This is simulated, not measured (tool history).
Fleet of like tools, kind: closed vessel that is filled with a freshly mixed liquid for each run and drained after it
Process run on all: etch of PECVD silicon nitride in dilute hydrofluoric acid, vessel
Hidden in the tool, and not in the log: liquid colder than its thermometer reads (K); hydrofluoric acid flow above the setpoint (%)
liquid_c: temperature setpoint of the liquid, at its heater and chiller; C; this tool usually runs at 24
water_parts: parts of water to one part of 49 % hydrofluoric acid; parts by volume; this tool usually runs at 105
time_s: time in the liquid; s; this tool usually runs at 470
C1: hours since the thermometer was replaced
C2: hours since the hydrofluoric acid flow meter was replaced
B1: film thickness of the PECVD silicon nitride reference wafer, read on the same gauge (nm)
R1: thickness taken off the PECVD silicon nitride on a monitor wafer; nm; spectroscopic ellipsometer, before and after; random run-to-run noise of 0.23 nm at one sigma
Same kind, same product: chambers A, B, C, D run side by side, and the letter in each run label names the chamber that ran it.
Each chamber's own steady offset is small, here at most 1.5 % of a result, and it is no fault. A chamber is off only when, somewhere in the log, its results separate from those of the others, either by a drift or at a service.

{"run": "1D", "day": 0.154, "liquid_c": 24, "water_parts": 105, "time_s": 470, "C1": 1572.7, "C2": 1029.2, "B1": 60, "R1": 25.203}
{"run": "2B", "day": 0.283, "liquid_c": 24, "water_parts": 105, "time_s": 470, "C1": 1268.8, "C2": 666.8, "B1": 60.005, "R1": 25.566}
{"run": "3C", "day": 0.412, "liquid_c": 24, "water_parts": 105, "time_s": 470, "C1": 181.3, "C2": 1151.6, "B1": 60.041, "R1": 25.288}
{"run": "4A", "day": 0.504, "liquid_c": 24, "water_parts": 105, "time_s": 470, "C1": 1563.7, "C2": 588.8, "B1": 59.983, "R1": 25.634}
{"run": "5B", "day": 0.662, "liquid_c": 24, "water_parts": 105, "time_s": 470, "C1": 1277.9, "C2": 675.9, "B1": 59.992, "R1": 25.369}
{"run": "6A", "day": 0.783, "liquid_c": 24, "water_parts": 105, "time_s": 470, "C1": 1570.4, "C2": 595.5, "B1": 60.016, "R1": 25.845}
{"run": "7D", "day": 0.921, "liquid_c": 24, "water_parts": 105, "time_s": 470, "C1": 1591.1, "C2": 1047.6, "B1": 59.997, "R1": 25.746}
{"run": "8C", "day": 1.029, "liquid_c": 19.5, "water_parts": 90, "time_s": 470, "C1": 196.1, "C2": 1166.4, "B1": 59.985, "R1": 21.651}
{"run": "9D", "day": 1.179, "liquid_c": 19.5, "water_parts": 90, "time_s": 470, "C1": 1597.3, "C2": 1053.8, "B1": 60.029, "R1": 21.78}
{"run": "10C", "day": 1.321, "liquid_c": 19.5, "water_parts": 90, "time_s": 470, "C1": 203.1, "C2": 1173.4, "B1": 60.003, "R1": 21.723}
{"run": "11B", "day": 1.433, "liquid_c": 19.5, "water_parts": 90, "time_s": 470, "C1": 1296.4, "C2": 694.4, "B1": 59.996, "R1": 22.189}
{"run": "12A", "day": 1.542, "liquid_c": 24, "water_parts": 105, "time_s": 470, "C1": 1588.6, "C2": 613.7, "B1": 59.988, "R1": 25.589}
{"run": "13A", "day": 1.708, "liquid_c": 24, "water_parts": 105, "time_s": 470, "C1": 1592.6, "C2": 617.7, "B1": 59.962, "R1": 25.856}
{"run": "14B", "day": 1.842, "liquid_c": 24, "water_parts": 105, "time_s": 470, "C1": 1306.2, "C2": 704.2, "B1": 60.006, "R1": 25.656}
{"run": "15D", "day": 1.921, "liquid_c": 24, "water_parts": 150, "time_s": 625, "C1": 1615.1, "C2": 1071.6, "B1": 60.001, "R1": 23.108}
{"run": "16C", "day": 2.004, "liquid_c": 24, "water_parts": 150, "time_s": 625, "C1": 219.5, "C2": 1189.8, "B1": 59.996, "R1": 23.612}
{"run": "17D", "day": 2.167, "liquid_c": 24, "water_parts": 150, "time_s": 625, "C1": 1621, "C2": 1077.5, "B1": 60.017, "R1": 23.684}
{"run": "18A", "day": 2.267, "liquid_c": 24, "water_parts": 150, "time_s": 625, "C1": 1606, "C2": 631.1, "B1": 60.021, "R1": 25.15}
{"run": "19B", "day": 2.375, "liquid_c": 24, "water_parts": 105, "time_s": 470, "C1": 1319, "C2": 717, "B1": 60.01, "R1": 25.244}
{"run": "20C", "day": 2.529, "liquid_c": 24, "water_parts": 105, "time_s": 470, "C1": 232.1, "C2": 1202.4, "B1": 59.994, "R1": 25.658}
{"run": "21A", "day": 2.7, "liquid_c": 24, "water_parts": 105, "time_s": 470, "C1": 1616.4, "C2": 641.5, "B1": 60.004, "R1": 27.413}
{"run": "22C", "day": 2.821, "liquid_c": 24, "water_parts": 105, "time_s": 470, "C1": 239.1, "C2": 1209.4, "B1": 60.02, "R1": 24.997}
{"run": "23B", "day": 2.979, "liquid_c": 24, "water_parts": 105, "time_s": 470, "C1": 1333.5, "C2": 731.5, "B1": 60.017, "R1": 25.329}
{"run": "24D", "day": 3.142, "liquid_c": 24, "water_parts": 105, "time_s": 470, "C1": 1644.4, "C2": 1100.9, "B1": 59.986, "R1": 25.315}
{"run": "25B", "day": 3.304, "liquid_c": 24, "water_parts": 105, "time_s": 470, "C1": 1341.3, "C2": 739.3, "B1": 60.009, "R1": 25.661}
{"run": "26D", "day": 3.45, "liquid_c": 24, "water_parts": 105, "time_s": 470, "C1": 1651.8, "C2": 1108.3, "B1": 59.983, "R1": 25.265}
{"run": "27A", "day": 3.604, "liquid_c": 24, "water_parts": 105, "time_s": 470, "C1": 1638.1, "C2": 663.2, "B1": 60.006, "R1": 28.269}
{"run": "28C", "day": 3.683, "liquid_c": 24, "water_parts": 105, "time_s": 470, "C1": 259.8, "C2": 1230.1, "B1": 60.004, "R1": 24.871}

Predict what each chamber gives when all 4 of them run the settings below next.
{"run": "29A", "day": 3.812, "liquid_c": 24, "water_parts": 105, "time_s": 470, "R1": "?"}
{"run": "29B", "day": 3.812, "liquid_c": 24, "water_parts": 105, "time_s": 470, "R1": "?"}
{"run": "29C", "day": 3.812, "liquid_c": 24, "water_parts": 105, "time_s": 470, "R1": "?"}
{"run": "29D", "day": 3.812, "liquid_c": 24, "water_parts": 105, "time_s": 470, "R1": "?"}

run=29A R1=27.919
run=29B R1=25.534
run=29C R1=25.61
run=29D R1=25.518
